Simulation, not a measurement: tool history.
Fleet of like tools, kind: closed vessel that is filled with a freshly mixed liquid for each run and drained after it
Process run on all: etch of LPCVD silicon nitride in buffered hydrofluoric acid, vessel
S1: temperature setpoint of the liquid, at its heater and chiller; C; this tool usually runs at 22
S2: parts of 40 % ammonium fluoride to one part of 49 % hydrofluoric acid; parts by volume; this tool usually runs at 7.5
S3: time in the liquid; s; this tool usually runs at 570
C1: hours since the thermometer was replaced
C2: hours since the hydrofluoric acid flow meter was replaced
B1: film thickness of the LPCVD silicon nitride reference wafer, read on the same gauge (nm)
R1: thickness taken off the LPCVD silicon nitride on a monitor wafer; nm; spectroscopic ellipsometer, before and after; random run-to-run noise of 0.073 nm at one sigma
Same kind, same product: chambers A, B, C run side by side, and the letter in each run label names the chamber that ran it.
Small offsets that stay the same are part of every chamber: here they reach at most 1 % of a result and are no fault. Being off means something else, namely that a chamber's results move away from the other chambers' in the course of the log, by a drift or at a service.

{"run": "1C", "hour": 13.0, "S1": 22, "S2": 7.5, "S3": 570, "C1": 291.9, "C2": 269.6, "B1": 39.984, "R1": 9.4638}
{"run": "2B", "hour": 25.2, "S1": 22, "S2": 7.5, "S3": 570, "C1": 180.5, "C2": 264.6, "B1": 39.979, "R1": 9.3238}
{"run": "3A", "hour": 37.9, "S1": 22, "S2": 7.5, "S3": 570, "C1": 476.3, "C2": 336.4, "B1": 39.975, "R1": 9.3805}
{"run": "4A", "hour": 48.4, "S1": 22, "S2": 7.5, "S3": 570, "C1": 486.8, "C2": 346.9, "B1": 39.978, "R1": 9.4067}
{"run": "5B", "hour": 61.6, "S1": 22, "S2": 7.5, "S3": 570, "C1": 216.9, "C2": 301, "B1": 40.008, "R1": 9.4065}
{"run": "6C", "hour": 72.2, "S1": 22, "S2": 7.5, "S3": 570, "C1": 351.1, "C2": 328.8, "B1": 39.996, "R1": 9.3423}
{"run": "7A", "hour": 78.1, "S1": 22, "S2": 9.5, "S3": 570, "C1": 516.5, "C2": 376.6, "B1": 40, "R1": 7.406}
{"run": "8B", "hour": 89.4, "S1": 22, "S2": 9.5, "S3": 570, "C1": 244.7, "C2": 328.8, "B1": 39.976, "R1": 7.429}
{"run": "9C", "hour": 101.1, "S1": 22, "S2": 9.5, "S3": 570, "C1": 380, "C2": 357.7, "B1": 39.977, "R1": 7.5313}
{"run": "10A", "hour": 109.1, "S1": 22, "S2": 7.5, "S3": 570, "C1": 547.5, "C2": 407.6, "B1": 39.996, "R1": 9.4705}
{"run": "11C", "hour": 121.6, "S1": 22, "S2": 7.5, "S3": 570, "C1": 400.5, "C2": 378.2, "B1": 40.02, "R1": 9.3815}
{"run": "12B", "hour": 133.0, "S1": 22, "S2": 7.5, "S3": 570, "C1": 288.3, "C2": 372.4, "B1": 40.001, "R1": 9.39}
{"run": "13B", "hour": 145.6, "S1": 22, "S2": 7.5, "S3": 570, "C1": 300.9, "C2": 385, "B1": 39.998, "R1": 9.3832}
{"run": "14A", "hour": 154.8, "S1": 22, "S2": 7.5, "S3": 570, "C1": 593.2, "C2": 453.3, "B1": 39.991, "R1": 9.3091}
{"run": "15C", "hour": 166.3, "S1": 22, "S2": 7.5, "S3": 570, "C1": 445.2, "C2": 422.9, "B1": 40.014, "R1": 9.5969}
{"run": "16B", "hour": 173.7, "S1": 22, "S2": 7.5, "S3": 570, "C1": 329, "C2": 413.1, "B1": 40.001, "R1": 9.2959}
{"run": "17A", "hour": 184.1, "S1": 26, "S2": 7.5, "S3": 570, "C1": 622.5, "C2": 482.6, "B1": 40.002, "R1": 11.597}
{"run": "18C", "hour": 195.6, "S1": 26, "S2": 7.5, "S3": 570, "C1": 474.5, "C2": 452.2, "B1": 39.976, "R1": 11.599}
{"run": "19C", "hour": 203.7, "S1": 26, "S2": 7.5, "S3": 570, "C1": 482.6, "C2": 460.3, "B1": 40.002, "R1": 11.752}
{"run": "20B", "hour": 212.4, "S1": 22, "S2": 7.5, "S3": 570, "C1": 367.7, "C2": 451.8, "B1": 40.002, "R1": 9.2281}
{"run": "21A", "hour": 222.7, "S1": 18, "S2": 6, "S3": 570, "C1": 661.1, "C2": 521.2, "B1": 39.989, "R1": 9.2961}
{"run": "22C", "hour": 230.3, "S1": 18, "S2": 6, "S3": 570, "C1": 509.2, "C2": 486.9, "B1": 40.032, "R1": 9.2022}
{"hour": 233.1, "done": "chamber A: hydrofluoric acid flow meter replaced"}
{"run": "23B", "hour": 237.2, "S1": 18, "S2": 6, "S3": 570, "C1": 392.5, "C2": 476.6, "B1": 40.005, "R1": 9.1648}
{"run": "24A", "hour": 249.4, "S1": 22, "S2": 7.5, "S3": 570, "C1": 687.8, "C2": 16.4, "B1": 40.001, "R1": 9.4596}
{"run": "25A", "hour": 255.2, "S1": 22, "S2": 7.5, "S3": 570, "C1": 693.6, "C2": 22.2, "B1": 39.989, "R1": 9.3839}
{"run": "26B", "hour": 262.6, "S1": 22, "S2": 7.5, "S3": 570, "C1": 417.9, "C2": 502, "B1": 39.988, "R1": 9.0066}
{"run": "27C", "hour": 269.5, "S1": 22, "S2": 7.5, "S3": 570, "C1": 548.4, "C2": 526.1, "B1": 40.007, "R1": 9.413}
{"run": "28C", "hour": 277.9, "S1": 22, "S2": 7.5, "S3": 570, "C1": 556.8, "C2": 534.5, "B1": 40.015, "R1": 9.3227}
{"run": "29B", "hour": 286.1, "S1": 22, "S2": 7.5, "S3": 570, "C1": 441.4, "C2": 525.5, "B1": 39.998, "R1": 8.9765}
{"run": "30A", "hour": 298.6, "S1": 22, "S2": 7.5, "S3": 570, "C1": 737, "C2": 65.6, "B1": 40.024, "R1": 9.5405}
{"run": "31C", "hour": 308.8, "S1": 22, "S2": 7.5, "S3": 570, "C1": 587.7, "C2": 565.4, "B1": 40.016, "R1": 9.5443}
{"run": "32B", "hour": 317.3, "S1": 22, "S2": 7.5, "S3": 570, "C1": 472.6, "C2": 556.7, "B1": 39.996, "R1": 8.9644}
{"run": "33A", "hour": 325.8, "S1": 22, "S2": 7.5, "S3": 570, "C1": 764.2, "C2": 92.8, "B1": 39.988, "R1": 9.4136}
{"run": "34C", "hour": 337.7, "S1": 22, "S2": 7.5, "S3": 570, "C1": 616.6, "C2": 594.3, "B1": 40.003, "R1": 9.538}
{"run": "35A", "hour": 347.6, "S1": 22, "S2": 7.5, "S3": 570, "C1": 786, "C2": 114.6, "B1": 39.993, "R1": 9.4602}

Decide between three cases: one chamber stands off from its peers, the gauge reading all wafers drifts, or nothing is wrong past each chamber's small offset. Where a chamber is off, say which and what most likely put it there.

Chamber B drifts away from the others.
What lies behind it: hydrofluoric acid flow below the setpoint (%) = 5.86.
From this log alone, it may not be told apart from: liquid colder than its thermometer reads (K).

Here are 4 candidates for chamber B's next run, each the usual settings with a change, their results left as question marks. Which one brings its results back in line with what the others give on the usual settings?
Counts as in line when no further than this from what the other chambers average on the usual settings: R1 0.26 nm
{"run": "36B-1", "hour": 357.2, "S1": 22, "S2": 7.5, "S3": 605, "R1": "?"}
{"run": "36B-2", "hour": 357.2, "S1": 21, "S2": 7.5, "S3": 570, "R1": "?"}
{"run": "36B-3", "hour": 357.2, "S1": 20, "S2": 7.5, "S3": 570, "R1": "?"}
{"run": "36B-4", "hour": 357.2, "S1": 24, "S2": 7.5, "S3": 570, "R1": "?"}

Mean of the other chambers on the usual settings: R1 9.4348 nm
run=36B-1 R1=9.3794
run=36B-2 R1=8.3606
run=36B-3 R1=7.9027
run=36B-4 R1=9.8667
36B-1 brings the chamber back in line.
